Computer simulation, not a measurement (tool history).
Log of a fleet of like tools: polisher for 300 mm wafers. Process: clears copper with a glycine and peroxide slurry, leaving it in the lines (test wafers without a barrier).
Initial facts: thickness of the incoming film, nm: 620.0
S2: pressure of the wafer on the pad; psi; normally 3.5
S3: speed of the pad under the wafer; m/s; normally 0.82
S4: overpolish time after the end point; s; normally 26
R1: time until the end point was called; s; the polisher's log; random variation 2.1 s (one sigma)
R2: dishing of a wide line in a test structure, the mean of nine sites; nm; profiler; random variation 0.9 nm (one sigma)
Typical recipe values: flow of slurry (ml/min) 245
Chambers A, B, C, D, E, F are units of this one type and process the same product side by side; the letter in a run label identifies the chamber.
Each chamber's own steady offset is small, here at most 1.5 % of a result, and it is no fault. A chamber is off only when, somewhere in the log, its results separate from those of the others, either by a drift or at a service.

{"day": 0.146, "done": "chamber B: worn pad replaced by a new one"}
{"run": "1D", "day": 0.188, "flow of slurry (ml/min)": 245, "S2": 3.5, "S3": 0.82, "S4": 26, "R1": 115.43, "R2": 71.597}
{"day": 0.429, "done": "chamber F: worn pad replaced by a new one"}
{"run": "2B", "day": 0.554, "flow of slurry (ml/min)": 245, "S2": 3.5, "S3": 0.82, "S4": 26, "R1": 111.82, "R2": 69.864}
{"run": "3E", "day": 0.812, "flow of slurry (ml/min)": 245, "S2": 3.5, "S3": 0.82, "S4": 26, "R1": 111.55, "R2": 69.603}
{"day": 0.871, "done": "chamber A: slurry nozzle cleaned"}
{"day": 1.175, "done": "chamber A: worn pad replaced by a new one"}
{"run": "4F", "day": 1.225, "flow of slurry (ml/min)": 245, "S2": 3.5, "S3": 0.82, "S4": 26, "R1": 110.84, "R2": 72.822}
{"day": 1.267, "done": "chamber D: worn pad replaced by a new one"}
{"run": "5C", "day": 1.567, "flow of slurry (ml/min)": 245, "S2": 3.5, "S3": 0.82, "S4": 26, "R1": 110.44, "R2": 71.221}
{"run": "6A", "day": 1.879, "flow of slurry (ml/min)": 245, "S2": 3.5, "S3": 0.82, "S4": 26, "R1": 115.1, "R2": 71.292}
{"run": "7A", "day": 2.3, "flow of slurry (ml/min)": 245, "S2": 3.5, "S3": 0.82, "S4": 19, "R1": 114.44, "R2": 60.123}
{"day": 2.471, "done": "chamber E: head pressure recalibrated"}
{"run": "8E", "day": 2.608, "flow of slurry (ml/min)": 245, "S2": 3.5, "S3": 0.82, "S4": 19, "R1": 112.95, "R2": 57.94}
{"run": "9C", "day": 2.85, "flow of slurry (ml/min)": 245, "S2": 3.5, "S3": 0.82, "S4": 19, "R1": 111.32, "R2": 58.012}
{"day": 2.983, "done": "chamber C: worn pad replaced by a new one"}
{"day": 3.121, "done": "chamber F: worn pad replaced by a new one"}
{"day": 3.133, "done": "chamber B: worn pad replaced by a new one"}
{"run": "10F", "day": 3.254, "flow of slurry (ml/min)": 245, "S2": 3.5, "S3": 0.82, "S4": 19, "R1": 108.49, "R2": 58.733}
{"run": "11B", "day": 3.521, "flow of slurry (ml/min)": 245, "S2": 3.5, "S3": 0.82, "S4": 19, "R1": 115.19, "R2": 58.833}
{"run": "12D", "day": 3.746, "flow of slurry (ml/min)": 245, "S2": 3.5, "S3": 0.82, "S4": 19, "R1": 113.48, "R2": 58.792}
{"run": "13D", "day": 4.117, "flow of slurry (ml/min)": 245, "S2": 3.5, "S3": 0.82, "S4": 26, "R1": 116.78, "R2": 71.89}
{"day": 4.138, "done": "chamber C: head pressure recalibrated"}
{"day": 4.321, "done": "chamber E: worn pad replaced by a new one"}
{"run": "14C", "day": 4.4, "flow of slurry (ml/min)": 245, "S2": 4.3, "S3": 0.82, "S4": 14, "R1": 95.602, "R2": 55.164}
{"run": "15E", "day": 4.675, "flow of slurry (ml/min)": 245, "S2": 4.3, "S3": 0.82, "S4": 14, "R1": 96.714, "R2": 53.62}
{"day": 4.862, "done": "chamber E: slurry nozzle cleaned"}
{"day": 4.921, "done": "chamber A: worn pad replaced by a new one"}
{"run": "16F", "day": 5.054, "flow of slurry (ml/min)": 245, "S2": 4.3, "S3": 0.82, "S4": 14, "R1": 95.374, "R2": 53.782}
{"run": "17B", "day": 5.308, "flow of slurry (ml/min)": 245, "S2": 4.3, "S3": 0.82, "S4": 14, "R1": 98.461, "R2": 53.777}
{"run": "18A", "day": 5.562, "flow of slurry (ml/min)": 245, "S2": 4.3, "S3": 0.82, "S4": 14, "R1": 95.194, "R2": 54.412}
{"run": "19D", "day": 5.758, "flow of slurry (ml/min)": 245, "S2": 4.3, "S3": 0.82, "S4": 14, "R1": 96.737, "R2": 54.098}
{"day": 6.0, "done": "chamber B: worn pad replaced by a new one"}
{"day": 6.071, "done": "chamber F: worn pad replaced by a new one"}
{"run": "20C", "day": 6.171, "flow of slurry (ml/min)": 245, "S2": 3.5, "S3": 0.82, "S4": 26, "R1": 107.98, "R2": 71.517}
{"run": "21F", "day": 6.408, "flow of slurry (ml/min)": 245, "S2": 3.5, "S3": 0.82, "S4": 26, "R1": 112.44, "R2": 71.657}
{"run": "22E", "day": 6.792, "flow of slurry (ml/min)": 245, "S2": 3.5, "S3": 0.82, "S4": 26, "R1": 111.67, "R2": 70.412}
{"run": "23B", "day": 6.979, "flow of slurry (ml/min)": 245, "S2": 3.5, "S3": 0.82, "S4": 26, "R1": 114.71, "R2": 68.27}
{"day": 7.171, "done": "chamber D: worn pad replaced by a new one"}
{"run": "24A", "day": 7.188, "flow of slurry (ml/min)": 245, "S2": 3.5, "S3": 0.82, "S4": 26, "R1": 114.05, "R2": 69.78}
{"run": "25A", "day": 7.538, "flow of slurry (ml/min)": 245, "S2": 3.5, "S3": 0.82, "S4": 26, "R1": 117.99, "R2": 70.868}
{"run": "26B", "day": 7.912, "flow of slurry (ml/min)": 245, "S2": 2.6, "S3": 0.82, "S4": 26, "R1": 152.99, "R2": 58.156}
{"day": 7.946, "done": "chamber C: worn pad replaced by a new one"}
{"day": 8.021, "done": "chamber F: head pressure recalibrated"}
{"run": "27C", "day": 8.221, "flow of slurry (ml/min)": 245, "S2": 2.6, "S3": 0.82, "S4": 26, "R1": 143.54, "R2": 60.354}
{"day": 8.442, "done": "chamber B: worn pad replaced by a new one"}
{"day": 8.5, "done": "chamber A: worn pad replaced by a new one"}
{"run": "28D", "day": 8.575, "flow of slurry (ml/min)": 245, "S2": 2.6, "S3": 0.82, "S4": 26, "R1": 143.15, "R2": 61.427}
{"run": "29F", "day": 8.938, "flow of slurry (ml/min)": 245, "S2": 2.6, "S3": 0.82, "S4": 26, "R1": 143.19, "R2": 58.383}
{"day": 8.967, "done": "chamber F: worn pad replaced by a new one"}
{"day": 9.067, "done": "chamber C: slurry nozzle cleaned"}
{"day": 9.204, "done": "chamber E: worn pad replaced by a new one"}
{"run": "30E", "day": 9.354, "flow of slurry (ml/min)": 245, "S2": 2.6, "S3": 0.82, "S4": 26, "R1": 138.99, "R2": 59.375}
{"run": "31D", "day": 9.562, "flow of slurry (ml/min)": 245, "S2": 2.6, "S3": 0.82, "S4": 26, "R1": 143.3, "R2": 59.432}
{"run": "32A", "day": 9.821, "flow of slurry (ml/min)": 245, "S2": 3.5, "S3": 0.82, "S4": 26, "R1": 114.26, "R2": 73.006}
{"run": "33C", "day": 10.062, "flow of slurry (ml/min)": 245, "S2": 3.5, "S3": 0.82, "S4": 26, "R1": 113.04, "R2": 70.297}
{"run": "34B", "day": 10.458, "flow of slurry (ml/min)": 245, "S2": 3.5, "S3": 0.82, "S4": 26, "R1": 123.4, "R2": 69.655}
{"run": "35F", "day": 10.646, "flow of slurry (ml/min)": 245, "S2": 3.5, "S3": 0.82, "S4": 26, "R1": 114.45, "R2": 70.214}
{"run": "36E", "day": 10.838, "flow of slurry (ml/min)": 245, "S2": 3.5, "S3": 0.82, "S4": 26, "R1": 114.63, "R2": 70.531}
{"run": "37D", "day": 11.104, "flow of slurry (ml/min)": 245, "S2": 3.5, "S3": 0.82, "S4": 26, "R1": 116.99, "R2": 71.212}
{"day": 11.425, "done": "chamber B: worn pad replaced by a new one"}
{"run": "38E", "day": 11.488, "flow of slurry (ml/min)": 245, "S2": 3.5, "S3": 0.82, "S4": 26, "R1": 115.86, "R2": 68.359}
{"day": 11.633, "done": "chamber F: worn pad replaced by a new one"}
{"run": "39C", "day": 11.754, "flow of slurry (ml/min)": 245, "S2": 3.5, "S3": 0.7, "S4": 26, "R1": 125.86, "R2": 67.457}
{"run": "40A", "day": 12.075, "flow of slurry (ml/min)": 245, "S2": 3.5, "S3": 0.7, "S4": 26, "R1": 135.34, "R2": 65.308}
{"run": "41B", "day": 12.329, "flow of slurry (ml/min)": 245, "S2": 3.5, "S3": 0.7, "S4": 26, "R1": 140.21, "R2": 62.359}
{"day": 12.375, "done": "chamber C: worn pad replaced by a new one"}
{"run": "42F", "day": 12.588, "flow of slurry (ml/min)": 245, "S2": 3.5, "S3": 0.7, "S4": 26, "R1": 128.4, "R2": 65.612}
{"run": "43C", "day": 12.9, "flow of slurry (ml/min)": 245, "S2": 3.5, "S3": 0.7, "S4": 26, "R1": 127.5, "R2": 67.951}
{"run": "44E", "day": 13.162, "flow of slurry (ml/min)": 245, "S2": 3.5, "S3": 0.7, "S4": 26, "R1": 126.8, "R2": 65.08}

Predict what each chamber gives when all 6 of them run the settings below next.
{"run": "45A", "day": 13.467, "flow of slurry (ml/min)": 245, "S2": 4, "S3": 0.82, "S4": 26, "R1": "?", "R2": "?"}
{"run": "45B", "day": 13.467, "flow of slurry (ml/min)": 245, "S2": 4, "S3": 0.82, "S4": 26, "R1": "?", "R2": "?"}
{"run": "45C", "day": 13.467, "flow of slurry (ml/min)": 245, "S2": 4, "S3": 0.82, "S4": 26, "R1": "?", "R2": "?"}
{"run": "45D", "day": 13.467, "flow of slurry (ml/min)": 245, "S2": 4, "S3": 0.82, "S4": 26, "R1": "?", "R2": "?"}
{"run": "45E", "day": 13.467, "flow of slurry (ml/min)": 245, "S2": 4, "S3": 0.82, "S4": 26, "R1": "?", "R2": "?"}
{"run": "45F", "day": 13.467, "flow of slurry (ml/min)": 245, "S2": 4, "S3": 0.82, "S4": 26, "R1": "?", "R2": "?"}

run=45A R1=98.863 R2=76.07
run=45B R1=113.85 R2=69.142
run=45C R1=96.21 R2=75.89
run=45D R1=105.75 R2=75.544
run=45E R1=102.39 R2=73.641
run=45F R1=99.819 R2=75.688
